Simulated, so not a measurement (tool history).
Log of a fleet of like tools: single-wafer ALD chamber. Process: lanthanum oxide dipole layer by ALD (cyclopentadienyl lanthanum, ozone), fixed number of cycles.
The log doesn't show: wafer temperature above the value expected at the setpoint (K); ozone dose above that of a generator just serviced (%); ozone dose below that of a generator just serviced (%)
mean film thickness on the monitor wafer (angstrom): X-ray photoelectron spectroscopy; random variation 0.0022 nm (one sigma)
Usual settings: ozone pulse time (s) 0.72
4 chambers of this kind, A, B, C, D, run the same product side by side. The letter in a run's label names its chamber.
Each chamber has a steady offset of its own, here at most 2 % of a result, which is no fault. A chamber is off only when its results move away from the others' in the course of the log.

| run | hour | ozone pulse time (s) | hours since the last thermocouple change | hours since the last ozone generator service | read-back reference wafer on the same gauge, thickness_nm | mean film thickness on the monitor wafer (angstrom) |
|---|---|---|---|---|---|---|
| 1C | 8.6 | 0.72 | 936.9 | 141.6 | 0.46419 | 4.4047 |
| 2B | 17.6 | 0.72 | 218.3 | 1094.9 | 0.46363 | 4.4332 |
| 3A | 22.6 | 0.72 | 1009.8 | 290.2 | 0.46394 | 4.3337 |
| 4D | 29.9 | 0.72 | 857.1 | 955.9 | 0.46391 | 4.4193 |
| 5B | 34.2 | 0.72 | 234.9 | 1111.5 | 0.46351 | 4.4673 |
| 6A | 38.7 | 0.85 | 1025.9 | 306.3 | 0.4644 | 4.6388 |
| 7C | 43.4 | 0.85 | 971.7 | 176.4 | 0.46373 | 4.6477 |
| 8D | 52.4 | 0.85 | 879.6 | 978.4 | 0.46355 | 4.7298 |
| 9C | 56.8 | 0.85 | 985.1 | 189.8 | 0.46438 | 4.7107 |
| 10B | 61.8 | 0.45 | 262.5 | 1139.1 | 0.46394 | 3.4247 |
| 11A | 67.9 | 0.45 | 1055.1 | 335.5 | 0.46419 | 3.3471 |
| 12D | 72.4 | 0.45 | 899.6 | 998.4 | 0.46351 | 3.4814 |
| 13D | 78 | 0.45 | 905.2 | 1004 | 0.46447 | 3.482 |
| 14C | 82.9 | 0.72 | 1011.2 | 215.9 | 0.46418 | 4.4119 |
| 15B | 88.9 | 0.72 | 289.6 | 1166.2 | 0.46336 | 4.4194 |
| 16A | 96 | 0.72 | 1083.2 | 363.6 | 0.46389 | 4.3325 |
| 17A | 105.1 | 0.72 | 1092.3 | 372.7 | 0.46378 | 4.3357 |
| 18B | 110.4 | 0.72 | 311.1 | 1187.7 | 0.46363 | 4.4042 |
| 19D | 118.2 | 0.92 | 945.4 | 1044.2 | 0.4638 | 4.844 |
| 20C | 124.8 | 0.92 | 1053.1 | 257.8 | 0.46428 | 4.8378 |
| 21B | 129.5 | 0.92 | 330.2 | 1206.8 | 0.46351 | 4.8516 |
| 22D | 133.9 | 0.92 | 961.1 | 1059.9 | 0.46431 | 4.8822 |
| 23C | 138.5 | 0.72 | 1066.8 | 271.5 | 0.4645 | 4.3957 |
| 24A | 147 | 0.72 | 1134.2 | 414.6 | 0.46382 | 4.2836 |
| 25D | 150.9 | 0.72 | 978.1 | 1076.9 | 0.46389 | 4.3679 |
|  | 153.5 | chamber A: thermocouple changed; heater temperature recalibrated |
| 26C | 156.4 | 0.72 | 1084.7 | 289.4 | 0.46381 | 4.3791 |
|  | 161.5 | chamber B: ozone generator serviced |
| 27A | 164.5 | 0.72 | 11.1 | 432.1 | 0.46383 | 4.3131 |
| 28B | 170.5 | 0.72 | 371.2 | 9 | 0.46393 | 4.4263 |
| 29A | 178.9 | 0.72 | 25.5 | 446.5 | 0.46355 | 4.3093 |
| 30B | 183.5 | 0.72 | 384.2 | 22 | 0.46382 | 4.4224 |
| 31C | 188.7 | 0.72 | 1117 | 321.7 | 0.46403 | 4.377 |
| 32D | 193.3 | 0.72 | 1020.5 | 1119.3 | 0.46389 | 4.396 |
| 33B | 202.2 | 0.72 | 402.9 | 40.7 | 0.46377 | 4.417 |
| 34C | 209.5 | 0.72 | 1137.8 | 342.5 | 0.4639 | 4.3515 |
| 35D | 216.5 | 0.72 | 1043.7 | 1142.5 | 0.46359 | 4.4313 |
| 36A | 221.4 | 0.72 | 68 | 489 | 0.46465 | 4.3549 |
| 37A | 227.7 | 0.72 | 74.3 | 495.3 | 0.46464 | 4.3381 |
| 38D | 232.7 | 0.72 | 1059.9 | 1158.7 | 0.46349 | 4.3917 |
| 39C | 239.8 | 0.72 | 1168.1 | 372.8 | 0.46394 | 4.3967 |
| 40B | 247.9 | 0.53 | 448.6 | 86.4 | 0.46332 | 3.7991 |
| 41A | 256.2 | 0.53 | 102.8 | 523.8 | 0.46394 | 3.7283 |
| 42C | 261.2 | 0.53 | 1189.5 | 394.2 | 0.46407 | 3.7502 |
| 43D | 268.6 | 0.53 | 1095.8 | 1194.6 | 0.46401 | 3.7932 |
| 44B | 275.7 | 0.72 | 476.4 | 114.2 | 0.46374 | 4.4196 |

All 4 chambers run these settings next. Forecast each chamber's results:
| 45A | 282.3 | 0.72 |  |  |  | ? |
| 45B | 282.3 | 0.72 |  |  |  | ? |
| 45C | 282.3 | 0.72 |  |  |  | ? |
| 45D | 282.3 | 0.72 |  |  |  | ? |

| run | mean film thickness on the monitor wafer (angstrom) |
|---|---|
| 45A | 4.3117 |
| 45B | 4.4245 |
| 45C | 4.3824 |
| 45D | 4.4083 |
